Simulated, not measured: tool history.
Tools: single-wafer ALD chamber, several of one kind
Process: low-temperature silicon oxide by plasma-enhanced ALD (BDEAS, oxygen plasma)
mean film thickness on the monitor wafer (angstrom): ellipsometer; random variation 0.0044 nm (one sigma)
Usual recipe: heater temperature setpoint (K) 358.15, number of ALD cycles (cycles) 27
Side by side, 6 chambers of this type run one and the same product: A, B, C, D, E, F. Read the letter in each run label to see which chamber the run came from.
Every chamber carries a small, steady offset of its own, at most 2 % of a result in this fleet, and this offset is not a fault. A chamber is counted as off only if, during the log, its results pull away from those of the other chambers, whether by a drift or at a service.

run   hour  heater temperature setpoint (K)  number of ALD cycles (cycles)  hours since the last thermocouple change  read-back reference wafer on the same gauge, thickness_nm  mean film thickness on the monitor wafer (angstrom)
 1E   13.2                           358.15                             27                                     530.9                                                     3.2903                                               40.185
 2D   26.6                           358.15                             27                                      62.5                                                     3.2887                                               40.661
 3B   38.8                           358.15                             27                                    1922.5                                                     3.2892                                               41.349
 4F   50.9                           358.15                             27                                     533.7                                                     3.2886                                               40.831
 5C   60.4                           364.15                             31                                    2585.4                                                     3.2888                                               45.799
 6A   73.2                           364.15                             31                                    1418.4                                                     3.2875                                               45.520
 7E   87.3                           364.15                             31                                     605.0                                                     3.2871                                               45.228
 8A  100.2                           364.15                             31                                    1445.4                                                     3.2879                                               45.526
 9B  108.5                           364.15                             31                                    1992.2                                                     3.2873                                               46.339
10F  123.1                           364.15                             31                                     605.9                                                     3.2867                                               45.910
11D  132.4                           358.15                             27                                     168.3                                                     3.2847                                               40.559
12C  146.3                           358.15                             27                                    2671.3                                                     3.2846                                               40.693
13F  160.6                           368.15                             29                                     643.4                                                     3.2846                                               42.376
14B  174.1                           368.15                             29                                    2057.8                                                     3.2844                                               42.803
15A  182.7                           368.15                             29                                    1527.9                                                     3.2837                                               41.959
16D  192.5                           368.15                             29                                     228.4                                                     3.2841                                               41.987
17C  207.8                           368.15                             29                                    2732.8                                                     3.2841                                               42.146
18E  217.8                           368.15                             29                                     735.5                                                     3.2820                                               41.676
19D  230.9                           358.15                             27                                     266.8                                                     3.2821                                               40.547
20E  242.0                           368.15                             23                                     759.7                                                     3.2831                                               33.075
     249.5  -- chamber C: thermocouple changed; heater temperature recalibrated
21F  254.7                           368.15                             23                                     737.5                                                     3.2810                                               33.519
22A  267.3                           368.15                             23                                    1612.5                                                     3.2806                                               33.224
23C  282.7                           368.15                             23                                      33.2                                                     3.2808                                               33.441
24B  297.3                           368.15                             23                                    2181.0                                                     3.2799                                               33.832
25B  312.5                           368.15                             23                                    2196.2                                                     3.2805                                               33.872
26C  325.5                           358.15                             27                                      76.0                                                     3.2791                                               40.590
27D  338.5                           358.15                             27                                     374.4                                                     3.2786                                               40.434
28E  345.4                           358.15                             27                                     863.1                                                     3.2788                                               40.059
29A  353.4                           358.15                             27                                    1698.6                                                     3.2781                                               40.430
30F  366.2                           358.15                             27                                     849.0                                                     3.2770                                               40.684
31E  381.8                           358.15                             27                                     899.5                                                     3.2775                                               40.104
32D  390.9                           358.15                             27                                     426.8                                                     3.2774                                               40.501
33C  398.1                           358.15                             27                                     148.6                                                     3.2770                                               40.457
34B  410.0                           358.15                             27                                    2293.7                                                     3.2764                                               41.164
35F  420.8                           358.15                             27                                     903.6                                                     3.2769                                               40.627
36A  428.0                           358.15                             27                                    1773.2                                                     3.2766                                               40.322
37C  436.7                           358.15                             27                                     187.2                                                     3.2757                                               40.527

All chambers now run identical settings, listed one chamber a line with results as question marks. What results will each chamber show?
38A  448.2                           358.15                             27                                                                                                                                                         ?
38B  448.2                           358.15                             27                                                                                                                                                         ?
38C  448.2                           358.15                             27                                                                                                                                                         ?
38D  448.2                           358.15                             27                                                                                                                                                         ?
38E  448.2                           358.15                             27                                                                                                                                                         ?
38F  448.2                           358.15                             27                                                                                                                                                         ?

run  mean film thickness on the monitor wafer (angstrom)
38A                                               40.309
38B                                               41.084
38C                                               40.460
38D                                               40.422
38E                                               40.111
38F                                               40.708

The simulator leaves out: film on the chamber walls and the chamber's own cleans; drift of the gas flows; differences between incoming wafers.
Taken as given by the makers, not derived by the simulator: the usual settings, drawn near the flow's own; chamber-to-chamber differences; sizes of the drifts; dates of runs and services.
